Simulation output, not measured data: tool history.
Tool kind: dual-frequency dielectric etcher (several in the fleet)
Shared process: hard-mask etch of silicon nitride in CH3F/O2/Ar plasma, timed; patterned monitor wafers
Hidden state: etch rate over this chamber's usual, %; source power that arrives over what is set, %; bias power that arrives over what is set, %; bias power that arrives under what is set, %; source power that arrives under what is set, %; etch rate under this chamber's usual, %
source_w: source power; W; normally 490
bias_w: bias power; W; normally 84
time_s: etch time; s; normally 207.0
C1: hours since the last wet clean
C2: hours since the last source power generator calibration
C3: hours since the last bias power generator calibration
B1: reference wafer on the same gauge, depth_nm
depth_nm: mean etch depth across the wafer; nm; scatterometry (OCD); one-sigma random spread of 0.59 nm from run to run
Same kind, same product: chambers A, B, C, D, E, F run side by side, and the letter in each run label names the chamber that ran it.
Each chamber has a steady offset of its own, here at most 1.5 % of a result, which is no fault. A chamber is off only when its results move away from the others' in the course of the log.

run 1F hour=2.5 | source_w=490 bias_w=84 time_s=207.0 | C1=592.6 C2=1077.2 C3=3175.9 | B1=144.95 | depth_nm=166.38
run 2D hour=6.0 | source_w=490 bias_w=84 time_s=207.0 | C1=173.4 C2=992.3 C3=2137.4 | B1=144.94 | depth_nm=164.97
run 3A hour=9.4 | source_w=490 bias_w=84 time_s=207.0 | C1=260.0 C2=2747.8 C3=479.6 | B1=144.97 | depth_nm=167.08
run 4B hour=13.8 | source_w=490 bias_w=84 time_s=207.0 | C1=367.2 C2=907.9 C3=954.4 | B1=145.11 | depth_nm=164.81
run 5E hour=18.7 | source_w=490 bias_w=84 time_s=207.0 | C1=362.3 C2=1133.9 C3=20.2 | B1=144.96 | depth_nm=165.70
run 6C hour=21.8 | source_w=490 bias_w=84 time_s=207.0 | C1=302.6 C2=336.3 C3=2526.2 | B1=144.99 | depth_nm=165.11
run 7B hour=26.6 | source_w=490 bias_w=84 time_s=207.0 | C1=380.0 C2=920.7 C3=967.2 | B1=144.90 | depth_nm=165.37
run 8A hour=29.5 | source_w=490 bias_w=84 time_s=207.0 | C1=280.1 C2=2767.9 C3=499.7 | B1=144.98 | depth_nm=166.86
run 9E hour=31.9 | source_w=490 bias_w=84 time_s=207.0 | C1=375.5 C2=1147.1 C3=33.4 | B1=144.84 | depth_nm=167.39
run 10F hour=35.6 | source_w=490 bias_w=84 time_s=207.0 | C1=625.7 C2=1110.3 C3=3209.0 | B1=145.04 | depth_nm=167.14
run 11D hour=40.3 | source_w=490 bias_w=84 time_s=207.0 | C1=207.7 C2=1026.6 C3=2171.7 | B1=144.98 | depth_nm=166.05
run 12C hour=44.2 | source_w=490 bias_w=84 time_s=207.0 | C1=325.0 C2=358.7 C3=2548.6 | B1=145.03 | depth_nm=164.89
run 13C hour=47.5 | source_w=490 bias_w=84 time_s=207.0 | C1=328.3 C2=362.0 C3=2551.9 | B1=145.11 | depth_nm=164.69
run 14F hour=52.4 | source_w=490 bias_w=84 time_s=207.0 | C1=642.5 C2=1127.1 C3=3225.8 | B1=145.07 | depth_nm=165.83
run 15A hour=55.8 | source_w=490 bias_w=84 time_s=207.0 | C1=306.4 C2=2794.2 C3=526.0 | B1=145.00 | depth_nm=166.73
-- hour=58.5 chamber C: wet clean of the chamber
run 16E hour=59.6 | source_w=490 bias_w=84 time_s=207.0 | C1=403.2 C2=1174.8 C3=61.1 | B1=145.02 | depth_nm=167.14
run 17B hour=63.8 | source_w=490 bias_w=84 time_s=207.0 | C1=417.2 C2=957.9 C3=1004.4 | B1=145.01 | depth_nm=165.04
run 18D hour=68.5 | source_w=540 bias_w=99 time_s=207.0 | C1=235.9 C2=1054.8 C3=2199.9 | B1=145.09 | depth_nm=181.80
run 19E hour=72.2 | source_w=540 bias_w=99 time_s=207.0 | C1=415.8 C2=1187.4 C3=73.7 | B1=144.97 | depth_nm=182.18
run 20A hour=77.4 | source_w=540 bias_w=99 time_s=207.0 | C1=328.0 C2=2815.8 C3=547.6 | B1=145.07 | depth_nm=182.39
-- hour=81.2 chamber F: wet clean of the chamber
run 21F hour=81.6 | source_w=540 bias_w=99 time_s=207.0 | C1=0.5 C2=1156.3 C3=3255.0 | B1=145.09 | depth_nm=183.91
run 22D hour=85.3 | source_w=540 bias_w=99 time_s=207.0 | C1=252.7 C2=1071.6 C3=2216.7 | B1=144.95 | depth_nm=181.61
run 23C hour=88.7 | source_w=540 bias_w=99 time_s=207.0 | C1=30.2 C2=403.2 C3=2593.1 | B1=145.09 | depth_nm=191.61
run 24B hour=91.2 | source_w=540 bias_w=84 time_s=207.0 | C1=444.6 C2=985.3 C3=1031.8 | B1=144.99 | depth_nm=171.80
run 25F hour=93.5 | source_w=540 bias_w=84 time_s=207.0 | C1=12.4 C2=1168.2 C3=3266.9 | B1=145.05 | depth_nm=172.98
run 26A hour=98.5 | source_w=540 bias_w=84 time_s=207.0 | C1=349.1 C2=2836.9 C3=568.7 | B1=144.99 | depth_nm=173.08
run 27D hour=102.1 | source_w=540 bias_w=84 time_s=207.0 | C1=269.5 C2=1088.4 C3=2233.5 | B1=144.96 | depth_nm=172.31
run 28C hour=104.9 | source_w=540 bias_w=84 time_s=207.0 | C1=46.4 C2=419.4 C3=2609.3 | B1=144.94 | depth_nm=180.50
run 29B hour=107.2 | source_w=540 bias_w=84 time_s=207.0 | C1=460.6 C2=1001.3 C3=1047.8 | B1=144.96 | depth_nm=170.97
run 30E hour=110.8 | source_w=490 bias_w=84 time_s=207.0 | C1=454.4 C2=1226.0 C3=112.3 | B1=145.00 | depth_nm=167.04
run 31A hour=113.1 | source_w=490 bias_w=84 time_s=207.0 | C1=363.7 C2=2851.5 C3=583.3 | B1=145.00 | depth_nm=167.57
run 32C hour=115.8 | source_w=490 bias_w=84 time_s=249.5 | C1=57.3 C2=430.3 C3=2620.2 | B1=144.98 | depth_nm=209.72
run 33F hour=120.8 | source_w=490 bias_w=84 time_s=249.5 | C1=39.7 C2=1195.5 C3=3294.2 | B1=144.97 | depth_nm=199.92
run 34D hour=124.5 | source_w=490 bias_w=84 time_s=249.5 | C1=291.9 C2=1110.8 C3=2255.9 | B1=145.01 | depth_nm=198.51
run 35E hour=128.7 | source_w=490 bias_w=84 time_s=249.5 | C1=472.3 C2=1243.9 C3=130.2 | B1=144.92 | depth_nm=200.45
run 36B hour=133.1 | source_w=490 bias_w=84 time_s=249.5 | C1=486.5 C2=1027.2 C3=1073.7 | B1=144.86 | depth_nm=199.56
run 37F hour=136.9 | source_w=490 bias_w=84 time_s=249.5 | C1=55.8 C2=1211.6 C3=3310.3 | B1=145.08 | depth_nm=200.83
run 38A hour=140.9 | source_w=490 bias_w=103 time_s=207.0 | C1=391.5 C2=2879.3 C3=611.1 | B1=144.99 | depth_nm=178.61
run 39B hour=145.9 | source_w=490 bias_w=103 time_s=207.0 | C1=499.3 C2=1040.0 C3=1086.5 | B1=144.95 | depth_nm=179.01
run 40E hour=150.8 | source_w=490 bias_w=103 time_s=207.0 | C1=494.4 C2=1266.0 C3=152.3 | B1=145.12 | depth_nm=178.83
run 41C hour=153.4 | source_w=490 bias_w=103 time_s=207.0 | C1=94.9 C2=467.9 C3=2657.8 | B1=144.97 | depth_nm=187.01

Next, all 6 chambers run the settings below, one line each with question marks for the results. What does each chamber give?
run 42A hour=157.1 | source_w=490 bias_w=84 time_s=207.0 | depth_nm=?
run 42B hour=157.1 | source_w=490 bias_w=84 time_s=207.0 | depth_nm=?
run 42C hour=157.1 | source_w=490 bias_w=84 time_s=207.0 | depth_nm=?
run 42D hour=157.1 | source_w=490 bias_w=84 time_s=207.0 | depth_nm=?
run 42E hour=157.1 | source_w=490 bias_w=84 time_s=207.0 | depth_nm=?
run 42F hour=157.1 | source_w=490 bias_w=84 time_s=207.0 | depth_nm=?

run=42A depth_nm=166.80
run=42B depth_nm=164.95
run=42C depth_nm=175.14
run=42D depth_nm=165.48
run=42E depth_nm=166.24
run=42F depth_nm=167.39
